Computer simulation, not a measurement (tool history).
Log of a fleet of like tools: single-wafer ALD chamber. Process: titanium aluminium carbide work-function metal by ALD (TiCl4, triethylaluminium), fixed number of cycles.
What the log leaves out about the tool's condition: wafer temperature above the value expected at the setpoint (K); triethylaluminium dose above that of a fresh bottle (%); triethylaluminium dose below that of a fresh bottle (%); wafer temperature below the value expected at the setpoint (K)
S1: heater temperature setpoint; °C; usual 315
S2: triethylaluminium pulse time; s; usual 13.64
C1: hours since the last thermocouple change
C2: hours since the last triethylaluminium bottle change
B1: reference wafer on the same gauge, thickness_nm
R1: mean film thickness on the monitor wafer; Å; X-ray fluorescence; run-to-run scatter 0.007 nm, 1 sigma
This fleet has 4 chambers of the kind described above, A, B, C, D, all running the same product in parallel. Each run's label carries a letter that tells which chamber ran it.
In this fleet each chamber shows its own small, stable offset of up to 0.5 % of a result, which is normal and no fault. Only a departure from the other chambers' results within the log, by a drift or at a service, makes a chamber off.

Run 1A, hour 9.8: usual settings; C1 639.6; C2 537; B1 2.1607. Result: R1 21.894 Å.
Run 2C, hour 19.1: usual settings; C1 1076.9; C2 73.8; B1 2.159. Result: R1 21.664 Å.
Run 3B, hour 33.4: usual settings; C1 629.8; C2 96.3; B1 2.1617. Result: R1 21.888 Å.
Run 4D, hour 41.7: usual settings; C1 292.4; C2 423; B1 2.1601. Result: R1 21.717 Å.
Run 5C, hour 55.2: usual settings but S1 323 °C, S2 17.66 s; C1 1113; C2 109.9; B1 2.1609. Result: R1 22.491 Å.
Run 6D, hour 68.4: usual settings but S1 323 °C, S2 17.66 s; C1 319.1; C2 449.7; B1 2.1596. Result: R1 22.654 Å.
Run 7A, hour 77.1: usual settings but S1 323 °C, S2 17.66 s; C1 706.9; C2 604.3; B1 2.1623. Result: R1 22.876 Å.
Run 8B, hour 89.5: usual settings but S1 323 °C, S2 17.66 s; C1 685.9; C2 152.4; B1 2.1598. Result: R1 22.693 Å.
At hour 90.7: chamber D: triethylaluminium bottle replaced.
At hour 98.2: chamber A: triethylaluminium bottle replaced.
Run 9B, hour 104.3: usual settings; C1 700.7; C2 167.2; B1 2.1583. Result: R1 21.823 Å.
Run 10A, hour 116.2: usual settings; C1 746; C2 18; B1 2.1618. Result: R1 21.79 Å.
Run 11C, hour 126: usual settings; C1 1183.8; C2 180.7; B1 2.1599. Result: R1 21.65 Å.
Run 12D, hour 140: usual settings; C1 390.7; C2 49.4; B1 2.1614. Result: R1 21.785 Å.
Run 13A, hour 150: usual settings; C1 779.8; C2 51.8; B1 2.1591. Result: R1 21.867 Å.
Run 14C, hour 160.1: usual settings; C1 1217.9; C2 214.8; B1 2.1597. Result: R1 21.86 Å.
Run 15D, hour 174.4: usual settings; C1 425.1; C2 83.8; B1 2.1597. Result: R1 21.755 Å.
Run 16B, hour 188.4: usual settings; C1 784.8; C2 251.3; B1 2.161. Result: R1 21.774 Å.
Run 17A, hour 200.1: usual settings; C1 829.9; C2 101.9; B1 2.1606. Result: R1 21.913 Å.
Run 18D, hour 214.7: usual settings; C1 465.4; C2 124.1; B1 2.1595. Result: R1 21.57 Å.
Run 19C, hour 225.4: usual settings; C1 1283.2; C2 280.1; B1 2.1589. Result: R1 21.726 Å.
Run 20B, hour 234.4: usual settings; C1 830.8; C2 297.3; B1 2.1591. Result: R1 21.802 Å.
Run 21C, hour 243.6: usual settings; C1 1301.4; C2 298.3; B1 2.1614. Result: R1 21.779 Å.
Run 22B, hour 251.3: usual settings; C1 847.7; C2 314.2; B1 2.1611. Result: R1 21.821 Å.
Run 23A, hour 262.9: usual settings but S2 18.24 s; C1 892.7; C2 164.7; B1 2.1607. Result: R1 22.052 Å.
Run 24D, hour 271.6: usual settings but S2 18.24 s; C1 522.3; C2 181; B1 2.1614. Result: R1 21.903 Å.
Run 25A, hour 281.8: usual settings but S2 18.24 s; C1 911.6; C2 183.6; B1 2.1606. Result: R1 22.205 Å.
Run 26B, hour 293.8: usual settings but S2 18.24 s; C1 890.2; C2 356.7; B1 2.1604. Result: R1 21.898 Å.
Run 27C, hour 301.2: usual settings; C1 1359; C2 355.9; B1 2.1617. Result: R1 21.622 Å.
Run 28D, hour 308.4: usual settings; C1 559.1; C2 217.8; B1 2.1599. Result: R1 21.748 Å.
Run 29C, hour 322.2: usual settings but S1 326 °C, S2 15.51 s; C1 1380; C2 376.9; B1 2.1605. Result: R1 22.838 Å.
Run 30A, hour 330: usual settings but S1 326 °C, S2 15.51 s; C1 959.8; C2 231.8; B1 2.1601. Result: R1 23.249 Å.
At hour 333.8: chamber C: thermocouple changed; heater temperature recalibrated.
Run 31D, hour 341.2: usual settings but S1 326 °C, S2 15.51 s; C1 591.9; C2 250.6; B1 2.1595. Result: R1 22.746 Å.
Run 32B, hour 348.2: usual settings but S1 326 °C, S2 15.51 s; C1 944.6; C2 411.1; B1 2.1592. Result: R1 22.697 Å.
Run 33C, hour 359.8: usual settings; C1 26; C2 414.5; B1 2.1601. Result: R1 21.772 Å.
Run 34D, hour 373.2: usual settings; C1 623.9; C2 282.6; B1 2.1595. Result: R1 21.757 Å.
Run 35B, hour 384.9: usual settings; C1 981.3; C2 447.8; B1 2.1578. Result: R1 21.744 Å.
Run 36A, hour 393.2: usual settings; C1 1023; C2 295; B1 2.1609. Result: R1 22.101 Å.
Run 37C, hour 404.6: usual settings; C1 70.8; C2 459.3; B1 2.1585. Result: R1 21.786 Å.
Run 38D, hour 412.8: usual settings; C1 663.5; C2 322.2; B1 2.1592. Result: R1 21.751 Å.
Run 39B, hour 423.1: usual settings; C1 1019.5; C2 486; B1 2.1581. Result: R1 21.685 Å.
Run 40A, hour 437.8: usual settings but S2 10.24 s; C1 1067.6; C2 339.6; B1 2.1615. Result: R1 21.844 Å.
Run 41B, hour 450.1: usual settings but S2 10.24 s; C1 1046.5; C2 513; B1 2.159. Result: R1 21.118 Å.
Run 42C, hour 463.2: usual settings but S2 10.24 s; C1 129.4; C2 517.9; B1 2.1622. Result: R1 21.322 Å.

One chamber off, gauge drift, or nothing amiss beyond the chambers' own small offsets? If it is a chamber, which one, and what is the likeliest cause?

It is chamber A that slowly wanders off from its peers.
Most likely cause: wafer temperature above the value expected at the setpoint (K) = 5.87.

Below are 4 candidate recipes for chamber A's next run, each the usual settings with a change, their results shown as question marks. Which of them brings A's results back in line with what the other chambers give on the usual settings?
Counts as in line when no further than this from what the other chambers average on the usual settings: R1 0.24 Å
Run 43A-1, hour 473.8: usual settings but S1 309 °C, S2 12.98 s. Result: R1 ?.
Run 43A-2, hour 473.8: usual settings but S1 317 °C, S2 13.82 s. Result: R1 ?.
Run 43A-3, hour 473.8: usual settings but S1 313 °C. Result: R1 ?.
Run 43A-4, hour 473.8: usual settings but S1 322 °C. Result: R1 ?.

The mean the other chambers reach with the usual settings: R1 21.754 Å
  run      R1
43A-1   21.78
43A-2  22.575
43A-3  22.196
43A-4  23.021
43A-1 is the one that brings the chamber's results back in line with the other chambers.

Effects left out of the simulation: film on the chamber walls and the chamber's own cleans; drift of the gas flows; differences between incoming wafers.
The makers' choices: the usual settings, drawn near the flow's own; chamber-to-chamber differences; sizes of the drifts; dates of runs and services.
